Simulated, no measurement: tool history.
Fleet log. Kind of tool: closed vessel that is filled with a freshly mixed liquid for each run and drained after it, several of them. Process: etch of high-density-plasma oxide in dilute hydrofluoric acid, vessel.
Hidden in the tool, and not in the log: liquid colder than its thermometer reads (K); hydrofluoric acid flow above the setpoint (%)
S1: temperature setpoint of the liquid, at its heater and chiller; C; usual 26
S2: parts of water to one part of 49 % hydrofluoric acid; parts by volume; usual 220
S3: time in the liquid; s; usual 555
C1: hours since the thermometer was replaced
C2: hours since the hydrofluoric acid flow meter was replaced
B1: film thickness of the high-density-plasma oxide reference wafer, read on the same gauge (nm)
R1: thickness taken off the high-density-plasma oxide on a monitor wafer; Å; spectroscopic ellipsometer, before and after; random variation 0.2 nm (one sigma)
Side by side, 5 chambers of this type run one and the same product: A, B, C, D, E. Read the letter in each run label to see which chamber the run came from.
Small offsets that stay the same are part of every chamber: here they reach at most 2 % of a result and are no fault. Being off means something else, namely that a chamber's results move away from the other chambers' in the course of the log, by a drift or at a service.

run,hour,S1,S2,S3,C1,C2,B1,R1
1A,8.7,26,220,555,221,191.8,70.012,267.38
2D,15.3,26,220,555,1279.4,447.8,69.981,259.82
3E,24.6,26,220,555,1013,369.6,69.977,264.04
4C,33.8,26,220,555,467.6,652.3,70.018,266.09
5B,44.7,26,220,555,2242.7,732.8,70.006,265.77
6D,52,26,220,555,1316.1,484.5,70.018,258.55
7A,59.5,26,220,555,271.8,242.6,69.972,270.35
8C,68.3,26,220,555,502.1,686.8,70.004,265.21
9B,75.6,26,300,555,2273.6,763.7,70.002,179.33
10E,84.6,26,300,555,1073,429.6,69.988,174.68
11A,92.3,26,300,555,304.6,275.4,69.953,177.92
# hour 94.7: chamber B: thermometer replaced
12B,100.4,26,300,555,5.7,788.5,70.016,180.32
13C,109.6,26,300,555,543.4,728.1,70.037,181.7
14E,120.1,30,220,355,1108.5,465.1,69.994,194.25
15D,126,30,220,355,1390.1,558.5,69.972,189.51
16D,136.4,30,220,355,1400.5,568.9,70.02,192.69
17C,145.4,30,220,355,579.2,763.9,69.992,197.73
18A,151.4,30,220,355,363.7,334.5,69.999,193.65
19E,162.4,26,220,555,1150.8,507.4,70.012,264.4
20B,170.6,26,220,555,75.9,858.7,70.011,265.7
21E,179.4,26,220,555,1167.8,524.4,69.991,261.75
22C,188.5,26,220,555,622.3,807,70.019,273.73
# hour 193.6: chamber C: thermometer replaced
23B,197.8,26,220,710,103.1,885.9,69.997,338.24
24D,208.4,26,220,710,1472.5,640.9,70.052,336.54
25A,213.5,26,220,710,425.8,396.6,70.017,338.08
26C,221.2,26,220,710,27.7,839.7,70.007,356.29
27D,231,26,220,710,1495.1,663.5,69.962,331.63
28A,239.1,26,220,555,451.4,422.2,69.995,265.7
29B,245.4,26,220,555,150.7,933.5,69.976,264.73
30E,251.5,26,270,445,1239.9,596.5,69.971,162.11
31D,261.3,26,270,445,1525.4,693.8,70.002,162.36
32B,272.4,26,270,445,177.7,960.5,70.005,165.84
33C,281.2,26,270,445,87.7,899.7,69.951,173.97
34A,289.3,26,270,445,501.6,472.4,69.988,164.07
35E,296.7,31,220,555,1285.1,641.7,70.033,312.61

Decide between three cases: one chamber stands off from its peers, the gauge reading all wafers drifts, or nothing is wrong past each chamber's small offset. Where a chamber is off, say which and what most likely put it there.

One chamber, C, drifts off from the rest bit by bit.
Most likely cause: hydrofluoric acid flow above the setpoint (%) = 4.97.

Here are 4 candidates for chamber C's next run, each the usual settings with a change, their results left as question marks. Which one brings its results back in line with what the others give on the usual settings?
Allowed miss from the other chambers' usual-settings mean, per result, to count as in line: R1 6.9 Å
36C-1,304.8,26,215,575,,,,?
36C-2,304.8,26,220,630,,,,?
36C-3,304.8,22,220,555,,,,?
36C-4,304.8,26,225,535,,,,?

Average result of the remaining chambers running the usual settings: R1 263.59 Å
run,R1
36C-1,303.57
36C-2,323.34
36C-3,246.47
36C-4,267.05
The right change is 36C-4: it brings the chamber back within the allowed miss of the others.
